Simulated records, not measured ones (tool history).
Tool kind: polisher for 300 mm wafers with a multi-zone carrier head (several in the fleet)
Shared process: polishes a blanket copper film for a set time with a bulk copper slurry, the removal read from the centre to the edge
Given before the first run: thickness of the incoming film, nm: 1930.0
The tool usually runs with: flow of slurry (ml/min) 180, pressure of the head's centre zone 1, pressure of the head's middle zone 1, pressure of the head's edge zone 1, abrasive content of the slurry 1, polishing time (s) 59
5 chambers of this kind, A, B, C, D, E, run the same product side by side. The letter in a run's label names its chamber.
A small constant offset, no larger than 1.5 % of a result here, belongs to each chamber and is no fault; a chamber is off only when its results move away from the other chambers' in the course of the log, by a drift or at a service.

run	day	flow of slurry (ml/min)	pressure of the head's centre zone	pressure of the head's middle zone	pressure of the head's edge zone	abrasive content of the slurry	polishing time (s)	wafers polished on this pad	hours since the slurry nozzle was cleaned	hours since the centre zone pressure was calibrated	hours since the edge zone pressure was calibrated	film removed at the wafer's centre (Å)	film removed at mid-radius (Å)	film removed at the wafer's edge (Å)
1E	0.150	180	1	1	1	1	59	491	474.8	12.3	27.0	4444.4	4381.4	4356.3
2C	0.350	180	1	1	1	1	59	343	105.0	217.7	56.3	4443.5	4341.2	4435.9
3B	0.554	180	1	1	1	1	59	772	410.6	1010.8	301.6	4247.7	4328.7	4366.6
# day 0.721: chamber E: worn pad replaced by a new one
4D	0.725	180	1	1	1	1	59	364	176.5	256.4	150.0	4368.4	4319.1	4412.6
5A	0.921	180	1	1	1	1	59	691	646.6	59.9	235.8	4370.1	4430.0	4317.2
# day 0.967: chamber A: worn pad replaced by a new one
# day 1.075: chamber B: worn pad replaced by a new one
6E	1.092	180	1	1	1	1	59	123	497.4	34.9	49.6	4416.7	4356.1	4349.3
7B	1.238	120	1	1	1	1	59	54	427.0	1027.2	318.0	3950.8	4026.7	4129.5
8A	1.438	120	1	1	1	1	59	156	659.0	72.3	248.2	3934.2	4000.2	4182.7
9D	1.546	120	1	1	1	1	59	635	196.2	276.1	169.7	3981.7	3915.2	4081.9
10C	1.733	120	1	1	1	1	59	801	138.2	250.9	89.5	3997.8	3953.9	4194.1
# day 1.883: chamber E: slurry nozzle cleaned
11A	1.942	120	1	1	1	1	59	323	671.1	84.4	260.3	4057.2	4085.1	4166.7
12B	2.129	180	1	1	1	1	59	349	448.4	1048.6	339.4	4395.0	4409.5	4387.5
# day 2.317: chamber C: worn pad replaced by a new one
13E	2.325	180	1	1	1	1	59	530	10.7	64.5	79.2	4363.1	4323.8	4328.0
14D	2.458	180	1	1	1	1	59	937	218.1	298.0	191.6	4300.0	4338.5	4359.7
15C	2.621	180	1	1	1	1	59	101	159.5	272.2	110.8	4365.4	4308.7	4294.3
# day 2.742: chamber E: worn pad replaced by a new one
# day 2.750: chamber D: worn pad replaced by a new one
16B	2.829	180	1	1	1	1	59	580	465.2	1065.4	356.2	4349.4	4354.5	4343.8
# day 2.833: chamber A: slurry nozzle cleaned
# day 2.971: chamber A: worn pad replaced by a new one
17C	3.004	180	1	1	1	1	59	227	168.7	281.4	120.0	4440.9	4356.6	4489.5
# day 3.104: chamber B: slurry nozzle cleaned
18D	3.133	180	1	1	1	1	59	127	234.3	314.2	207.8	4310.4	4302.8	4431.4
19A	3.250	180	1	1	1	1	59	92	10.0	115.8	291.7	4311.4	4341.2	4334.0
20E	3.375	180	1	1	1	1	59	210	35.9	89.7	104.4	4371.9	4320.8	4250.2
21D	3.604	180	1	1	1	1	59	282	245.6	325.5	219.1	4216.7	4352.4	4306.9
22A	3.712	180	1	1	1	1	59	245	21.1	126.9	302.8	4353.3	4437.2	4371.8
# day 3.738: chamber B: worn pad replaced by a new one
23B	3.954	225	1	1	1	1	52	71	20.4	1092.4	383.2	3957.3	3952.6	3963.4
24C	4.092	225	1	1	1	1	52	587	194.8	307.5	146.1	3983.6	4009.8	4015.6
# day 4.150: chamber B: centre zone pressure recalibrated
25E	4.221	225	1	1	1	1	52	490	56.2	110.0	124.7	3989.5	3935.3	3946.9
26B	4.404	225	1	1	1	1	52	220	31.2	6.2	394.0	4044.7	3903.7	3950.0
# day 4.471: chamber E: worn pad replaced by a new one
27A	4.629	225	1	1	1	1	52	548	43.1	148.9	324.8	3958.2	3981.6	3916.6
28D	4.792	180	1	1	1	1	59	675	274.1	354.0	247.6	4088.2	4355.3	4355.3
29E	4.996	180	1	1	1	1	59	173	74.8	128.6	143.3	4400.1	4311.5	4375.3
# day 5.004: chamber A: worn pad replaced by a new one
# day 5.133: chamber C: worn pad replaced by a new one
30C	5.167	180	1	1	1	1	59	11	220.6	333.3	171.9	4471.7	4307.0	4508.3
31E	5.371	180	1	1	1	1	59	297	83.8	137.6	152.3	4397.1	4382.5	4304.0
32D	5.562	180	1	1	1	1	59	930	292.6	372.5	266.1	3991.5	4310.6	4225.9
33C	5.717	180	1	1	1	1	59	193	233.8	346.5	185.1	4413.2	4341.2	4356.5
34A	5.958	180	1	1	1	1	59	315	75.0	180.8	356.7	4373.0	4454.1	4306.2
35B	6.092	180	1	1	1	1	59	778	71.7	46.7	434.5	4384.8	4375.7	4329.5
36E	6.200	180	1	1	1	1	59	571	103.7	157.5	172.2	4368.8	4312.4	4327.7
# day 6.292: chamber D: worn pad replaced by a new one
37A	6.421	180	1	1	1	1	59	468	86.1	191.9	367.8	4367.7	4384.5	4339.4
38B	6.567	180	1	1	1	1	59	935	83.1	58.1	445.9	4363.8	4362.9	4384.7
39C	6.800	180	1	1	1	1	59	551	259.8	372.5	211.1	4394.1	4371.0	4281.1
40D	7.042	180	1	1	1	1	59	249	328.1	408.0	301.6	3808.0	4291.0	4254.5

Which is it: a chamber that has drifted or been left off by a service, a gauge drift common to all chambers, or only each chamber's usual small offset? If a chamber is off, name it and its likeliest cause.

It is chamber D that slowly wanders off from its peers.
Likeliest cause: centre zone's pressure below its setpoint, % = 9.66.

Here are 4 candidates for chamber D's next run, each the usual settings with a change, their results left as question marks. Which one brings its results back in line with what the others give on the usual settings?
In line here means within this much of the mean the other chambers give on the usual settings: film removed at the wafer's centre (Å) 150.0; film removed at mid-radius (Å) 180.0; film removed at the wafer's edge (Å) 210.0
41D-1	7.221	185	1.09	0.98	0.97	1	60					?	?	?
41D-2	7.221	185	1.04	0.99	0.99	1	59					?	?	?
41D-3	7.221	175	0.91	1.02	1.03	1	58					?	?	?
41D-4	7.221	175	0.96	1.01	1.01	1	59					?	?	?

The other chambers' mean on the usual settings: film removed at the wafer's centre (Å) 4364.6; film removed at mid-radius (Å) 4351.8; film removed at the wafer's edge (Å) 4353.9
run	film removed at the wafer's centre (Å)	film removed at mid-radius (Å)	film removed at the wafer's edge (Å)
41D-1	4359.7	4340.6	4352.7
41D-2	4068.7	4308.6	4325.3
41D-3	3407.5	4315.8	4311.8
41D-4	3682.5	4350.2	4341.5
The answer is 41D-1, which returns the chamber to within the allowed miss of the others.
